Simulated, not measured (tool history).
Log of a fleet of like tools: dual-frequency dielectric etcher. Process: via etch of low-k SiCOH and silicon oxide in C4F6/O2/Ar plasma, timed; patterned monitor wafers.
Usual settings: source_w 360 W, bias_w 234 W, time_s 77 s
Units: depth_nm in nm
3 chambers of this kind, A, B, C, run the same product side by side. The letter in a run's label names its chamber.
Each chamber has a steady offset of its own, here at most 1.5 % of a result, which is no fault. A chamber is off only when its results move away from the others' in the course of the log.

| run | hour | source_w | bias_w | time_s | read-back reference wafer on the same gauge, depth_nm | depth_nm |
|---|---|---|---|---|---|---|
| 1A | 14.3 | 360 | 234 | 77 | 255.99 | 224.74 |
| 2B | 25.0 | 360 | 234 | 77 | 256.13 | 223.33 |
| 3C | 32.5 | 360 | 234 | 77 | 256.17 | 224.56 |
| 4B | 39.7 | 360 | 234 | 77 | 256.20 | 223.20 |
| 5C | 49.3 | 360 | 234 | 77 | 256.30 | 224.83 |
| 6A | 58.7 | 360 | 234 | 77 | 256.26 | 224.62 |
| 7C | 72.5 | 360 | 234 | 77 | 256.46 | 224.60 |
|  | 82.2 | chamber C: wet clean of the chamber |
| 8A | 85.0 | 360 | 234 | 77 | 256.54 | 224.44 |
| 9B | 93.3 | 360 | 234 | 77 | 256.57 | 223.44 |
| 10C | 105.1 | 360 | 234 | 77 | 256.64 | 225.40 |
| 11A | 114.0 | 360 | 234 | 77 | 256.70 | 224.69 |
| 12B | 124.5 | 360 | 234 | 77 | 256.75 | 224.06 |
| 13C | 136.3 | 360 | 234 | 77 | 256.79 | 226.26 |
| 14B | 149.5 | 360 | 234 | 77 | 256.87 | 224.23 |
| 15A | 157.2 | 360 | 234 | 77 | 256.99 | 225.44 |
| 16A | 165.2 | 360 | 234 | 77 | 256.99 | 225.22 |
| 17B | 173.5 | 360 | 234 | 77 | 257.19 | 223.51 |
| 18C | 185.7 | 360 | 234 | 77 | 257.16 | 225.87 |
| 19A | 198.6 | 360 | 234 | 77 | 257.25 | 225.06 |
| 20B | 205.6 | 360 | 234 | 77 | 257.37 | 223.92 |
| 21C | 212.6 | 360 | 234 | 77 | 257.23 | 225.84 |
| 22C | 227.6 | 360 | 234 | 77 | 257.33 | 225.74 |
| 23B | 239.8 | 430 | 205 | 77 | 257.53 | 230.29 |

Is one chamber off against the others, does the gauge drift, or is nothing wrong? If a chamber is off, say which, and what the likeliest cause is.

The gauge drifts, so all chambers seem to drift together. No chamber is off.
Cause: gauge reads high (%) = 0.602.

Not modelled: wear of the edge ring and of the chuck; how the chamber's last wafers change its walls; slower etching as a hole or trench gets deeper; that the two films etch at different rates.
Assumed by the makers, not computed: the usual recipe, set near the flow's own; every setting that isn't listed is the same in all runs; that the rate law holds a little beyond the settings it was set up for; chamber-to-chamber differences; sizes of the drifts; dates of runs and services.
